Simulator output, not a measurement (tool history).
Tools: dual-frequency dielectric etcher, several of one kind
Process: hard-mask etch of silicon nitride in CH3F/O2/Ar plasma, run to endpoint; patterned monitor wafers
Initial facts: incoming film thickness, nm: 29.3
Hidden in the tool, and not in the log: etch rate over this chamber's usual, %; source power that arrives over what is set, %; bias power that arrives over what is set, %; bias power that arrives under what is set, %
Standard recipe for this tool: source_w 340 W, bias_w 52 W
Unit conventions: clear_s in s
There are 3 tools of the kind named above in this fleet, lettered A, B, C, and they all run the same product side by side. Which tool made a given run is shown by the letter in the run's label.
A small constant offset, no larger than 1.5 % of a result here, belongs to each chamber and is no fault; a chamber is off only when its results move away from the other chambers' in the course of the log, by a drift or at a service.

run    day  source_w  bias_w  hours since the last wet clean  hours since the last source power generator calibration  hours since the last bias power generator calibration  clear_s
 1C  0.262       340      52                           179.2                                                   3370.9                                                 1499.6   50.516
 2A  0.604       340      52                           422.8                                                   1955.3                                                 2956.3   50.991
 3B  0.912       340      52                           147.6                                                   3724.0                                                  392.8   50.169
 4B  1.171       340      52                           153.8                                                   3730.2                                                  399.0   49.783
 5A  1.400       340      60                           441.9                                                   1974.4                                                 2975.4   48.450
 6C  1.608       340      60                           211.5                                                   3403.2                                                 1531.9   48.028
 7B  1.783       340      60                           168.5                                                   3744.9                                                  413.7   47.515
 8A  1.962       340      52                           455.4                                                   1987.9                                                 2988.9   51.110
 9C  2.121       340      52                           223.8                                                   3415.5                                                 1544.2   50.850
10C  2.442       340      52                           231.5                                                   3423.2                                                 1551.9   50.741
11A  2.675       340      52                           472.5                                                   2005.0                                                 3006.0   51.288
12B  3.008       340      52                           197.9                                                   3774.3                                                  443.1   49.808
13C  3.242       340      52                           250.7                                                   3442.4                                                 1571.1   50.725
14B  3.562       340      52                           211.2                                                   3787.6                                                  456.4   50.212
15A  3.854       340      52                           500.8                                                   2033.3                                                 3034.3   50.823
16C  4.121       340      52                           271.8                                                   3463.5                                                 1592.2   50.617
17B  4.412       340      52                           231.6                                                   3808.0                                                  476.8   50.193
18A  4.654       340      52                           520.0                                                   2052.5                                                 3053.5   51.075
19A  4.996       340      52                           528.2                                                   2060.7                                                 3061.7   50.830
20B  5.217       340      52                           250.9                                                   3827.3                                                  496.1   49.956
21C  5.421       340      52                           303.0                                                   3494.7                                                 1623.4   49.985
22C  5.583       340      52                           306.9                                                   3498.6                                                 1627.3   50.070
23B  5.804       280      47                           265.0                                                   3841.4                                                  510.2   55.797
24A  6.092       280      47                           554.5                                                   2087.0                                                 3088.0   57.221
25B  6.258       280      47                           275.9                                                   3852.3                                                  521.1   55.373
26A  6.521       340      52                           564.8                                                   2097.3                                                 3098.3   51.101
     6.721  -- chamber A: wet clean of the chamber
27C  6.875       340      52                           337.9                                                   3529.6                                                 1658.3   49.722
28C  7.112       340      52                           343.6                                                   3535.3                                                 1664.0   49.788
29B  7.421       340      47                           303.8                                                   3880.2                                                  549.0   51.663
30A  7.750       340      47                            24.7                                                   2126.8                                                 3127.8   52.830
31A  7.988       340      47                            30.4                                                   2132.5                                                 3133.5   52.916
32B  8.275       340      52                           324.3                                                   3900.7                                                  569.5   50.120
     8.462  -- chamber A: source power generator calibrated
33C  8.550       340      52                           378.1                                                   3569.8                                                 1698.5   49.277
34C  8.721       280      41                           382.2                                                   3573.9                                                 1702.6   57.239
35A  9.029       280      41                            55.4                                                     13.7                                                 3158.5   59.124
36B  9.192       280      41                           346.3                                                   3922.7                                                  591.5   57.850
37B  9.392       340      52                           351.1                                                   3927.5                                                  596.3   50.364
38A  9.658       340      52                            70.5                                                     28.8                                                 3173.6   50.781
39C  9.921       340      52                           411.0                                                   3602.7                                                 1731.4   49.128

All chambers now run identical settings, listed one chamber a line with results as question marks. What results will each chamber show?
40A  10.179       340      56                                                                                                                                                        ?
40B  10.179       340      56                                                                                                                                                        ?
40C  10.179       340      56                                                                                                                                                        ?

run  clear_s
40A   49.669
40B   48.905
40C   48.237
